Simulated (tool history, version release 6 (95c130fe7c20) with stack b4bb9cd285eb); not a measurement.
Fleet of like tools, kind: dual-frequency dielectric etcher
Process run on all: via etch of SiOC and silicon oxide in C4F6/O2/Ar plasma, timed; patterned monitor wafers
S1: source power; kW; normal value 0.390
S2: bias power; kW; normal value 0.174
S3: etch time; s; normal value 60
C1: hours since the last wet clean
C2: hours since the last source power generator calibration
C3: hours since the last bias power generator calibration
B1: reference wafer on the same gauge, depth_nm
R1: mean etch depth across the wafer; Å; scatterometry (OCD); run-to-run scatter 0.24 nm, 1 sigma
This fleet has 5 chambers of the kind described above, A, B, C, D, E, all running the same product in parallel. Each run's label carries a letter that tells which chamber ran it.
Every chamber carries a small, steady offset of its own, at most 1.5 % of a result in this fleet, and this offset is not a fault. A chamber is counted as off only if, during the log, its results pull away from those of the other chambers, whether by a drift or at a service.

run,hour,S1,S2,S3,C1,C2,C3,B1,R1
1C,3.6,0.390,0.174,60,299.6,868.0,2654.2,62.808,668.46
2E,7.8,0.390,0.174,60,305.7,1886.1,671.3,62.808,669.80
3A,10.4,0.390,0.174,60,88.6,1424.1,890.8,62.820,666.93
4B,14.5,0.390,0.174,60,151.5,3666.4,1554.6,62.810,660.16
5D,17.1,0.390,0.174,60,412.0,1626.3,2225.4,62.788,673.88
6C,20.9,0.390,0.174,60,316.9,885.3,2671.5,62.820,668.43
7A,25.6,0.390,0.174,60,103.8,1439.3,906.0,62.791,663.06
8B,28.0,0.390,0.174,60,165.0,3679.9,1568.1,62.817,665.81
9D,32.3,0.390,0.143,60,427.2,1641.5,2240.6,62.838,630.76
10E,37.1,0.390,0.143,60,335.0,1915.4,700.6,62.775,625.63
11B,40.1,0.390,0.143,60,177.1,3692.0,1580.2,62.819,618.65
12E,45.2,0.390,0.143,60,343.1,1923.5,708.7,62.801,626.06
13C,47.9,0.390,0.143,60,343.9,912.3,2698.5,62.825,631.31
# hour 50.0: chamber D: wet clean of the chamber
14A,50.7,0.390,0.174,60,128.9,1464.4,931.1,62.769,664.98
15D,53.5,0.330,0.149,60,3.5,1662.7,2261.8,62.855,584.44
16B,58.8,0.330,0.149,60,195.8,3710.7,1598.9,62.736,589.67
17C,62.4,0.330,0.149,60,358.4,926.8,2713.0,62.819,597.46
18A,65.5,0.330,0.149,60,143.7,1479.2,945.9,62.773,592.81
19E,70.6,0.330,0.149,60,368.5,1948.9,734.1,62.818,595.34
20D,73.0,0.390,0.174,60,23.0,1682.2,2281.3,62.789,655.68
21E,77.0,0.390,0.174,60,374.9,1955.3,740.5,62.795,664.00
22B,79.7,0.390,0.174,60,216.7,3731.6,1619.8,62.835,660.45
23D,82.6,0.390,0.174,60,32.6,1691.8,2290.9,62.754,650.86
24A,85.7,0.390,0.137,60,163.9,1499.4,966.1,62.798,616.16
25C,89.5,0.390,0.137,60,385.5,953.9,2740.1,62.812,622.75
26C,93.4,0.390,0.137,60,389.4,957.8,2744.0,62.793,616.89
27E,97.7,0.390,0.137,60,395.6,1976.0,761.2,62.758,617.72
28A,102.2,0.390,0.137,60,180.4,1515.9,982.6,62.831,613.00
29B,105.8,0.390,0.174,60,242.8,3757.7,1645.9,62.807,660.89
30D,109.8,0.390,0.174,60,59.8,1719.0,2318.1,62.779,652.99
31C,112.4,0.390,0.174,60,408.4,976.8,2763.0,62.787,669.37
32B,117.4,0.390,0.174,60,254.4,3769.3,1657.5,62.826,663.56
33E,121.3,0.390,0.174,60,419.2,1999.6,784.8,62.768,668.87
34D,125.9,0.390,0.174,60,75.9,1735.1,2334.2,62.820,651.82

All chambers now run identical settings, listed one chamber a line with results as question marks. What results will each chamber show?
35A,129.8,0.390,0.174,60,,,,,?
35B,129.8,0.390,0.174,60,,,,,?
35C,129.8,0.390,0.174,60,,,,,?
35D,129.8,0.390,0.174,60,,,,,?
35E,129.8,0.390,0.174,60,,,,,?

run,R1
35A,660.82
35B,667.30
35C,666.22
35D,648.64
35E,669.32
